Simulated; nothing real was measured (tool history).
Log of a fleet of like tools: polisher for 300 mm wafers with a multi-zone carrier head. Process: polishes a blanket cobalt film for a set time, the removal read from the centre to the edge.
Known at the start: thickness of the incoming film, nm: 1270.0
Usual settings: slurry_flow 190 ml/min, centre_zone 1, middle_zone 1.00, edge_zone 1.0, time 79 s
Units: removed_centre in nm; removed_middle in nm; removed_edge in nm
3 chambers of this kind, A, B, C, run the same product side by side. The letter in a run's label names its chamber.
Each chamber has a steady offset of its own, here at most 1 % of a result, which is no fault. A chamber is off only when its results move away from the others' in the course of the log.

run	hour	slurry_flow	centre_zone	middle_zone	edge_zone	time	removed_centre	removed_middle	removed_edge
1A	4.7	190	1	1.00	1.0	79	358.59	356.15	354.46
2B	10.8	190	1	1.00	1.0	79	364.60	354.91	356.72
3C	15.4	190	1	1.00	1.0	79	356.92	361.46	359.75
4C	21.0	190	1	1.00	1.0	79	362.63	357.95	358.50
# hour 28.0: chamber C: slurry nozzle cleaned
5A	28.3	190	1	1.00	1.0	79	360.71	357.20	358.39
6B	33.7	190	1	1.00	1.0	79	358.85	354.51	358.49
7C	40.6	190	1	1.00	1.0	79	360.79	360.56	359.65
8A	47.7	190	1	1.00	1.0	79	360.32	361.34	355.71
9B	51.7	190	1	1.00	1.0	79	351.42	349.83	354.03
10B	55.8	190	1	1.00	1.0	79	348.56	349.56	354.64
11A	63.2	190	1	1.00	1.0	79	361.44	359.80	355.35
# hour 64.8: chamber A: slurry nozzle cleaned
12C	68.9	190	1	1.00	1.0	79	360.00	362.35	356.60
13C	74.4	190	1	1.00	1.0	79	358.06	359.07	355.70
14B	81.9	190	1	1.00	1.0	79	339.95	344.81	341.38
15A	87.5	155	1	0.91	1.0	79	338.90	317.40	348.21
16B	93.7	155	1	0.91	1.0	79	325.76	302.58	335.12
17C	97.1	155	1	0.91	1.0	79	345.21	317.92	352.06
18A	103.4	190	1	1.00	1.0	79	359.97	362.14	353.54
19C	107.0	190	1	1.00	1.0	79	359.51	361.13	359.91
20A	111.0	190	1	1.00	1.0	79	366.32	358.71	361.13
# hour 113.1: chamber C: worn pad replaced by a new one
21B	117.0	190	1	1.00	1.0	79	336.46	331.62	336.97
22A	121.5	190	1	1.00	1.0	79	357.31	360.58	357.01
# hour 121.9: chamber A: worn pad replaced by a new one
23C	127.6	190	1	1.00	1.0	79	346.61	361.76	362.45
24B	130.9	190	1	1.00	1.0	79	325.55	329.80	336.89
25B	137.2	190	1	1.00	1.0	79	335.32	329.56	334.05
26C	141.3	190	1	1.00	1.0	79	355.06	359.64	356.19
27A	145.5	190	1	1.00	1.0	79	364.27	357.03	356.21
28B	152.3	190	1	1.00	1.0	79	332.03	329.06	329.40
29A	157.5	190	1	1.00	1.0	79	359.26	356.56	354.57
# hour 159.7: chamber A: edge zone pressure recalibrated
30C	161.1	190	1	1.00	1.0	79	352.06	358.17	357.24
31C	165.0	190	1	1.00	1.0	79	357.33	361.31	357.73
32B	171.0	190	1	1.00	1.0	79	313.30	322.37	323.37
33A	175.5	190	1	1.00	1.0	79	358.70	361.33	358.04
34B	180.8	155	1	1.00	0.9	79	305.99	308.16	297.38
35C	184.8	155	1	1.00	0.9	79	335.39	349.50	331.62

Is one chamber off against the others, does the gauge drift, or is nothing wrong? If a chamber is off, say which, and what the likeliest cause is.

Chamber B drifts away from the others.
Cause: removal rate lost through wear of the pad, % = 11.6.

Here are 4 candidates for chamber B's next run, each the usual settings with a change, their results left as question marks. Which one brings its results back in line with what the others give on the usual settings?
In line means no further than this from the other chambers' mean on the usual settings: removed_centre 14.00 nm; removed_middle 8.50 nm; removed_edge 9.70 nm
36B-1	190.2	195	1.00	1.01	1.0	88	?	?	?
36B-2	190.2	185	0.99	0.99	1.0	71	?	?	?
36B-3	190.2	195	1.00	1.01	1.0	94	?	?	?
36B-4	190.2	185	1.00	0.99	1.0	66	?	?	?

The other chambers' mean on the usual settings: removed_centre 356.76 nm; removed_middle 359.21 nm; removed_edge 358.46 nm
run	removed_centre	removed_middle	removed_edge
36B-1	354.68	356.95	359.03
36B-2	280.46	280.51	288.04
36B-3	378.87	381.29	383.51
36B-4	263.57	260.74	267.75
36B-1 brings the chamber back in line.
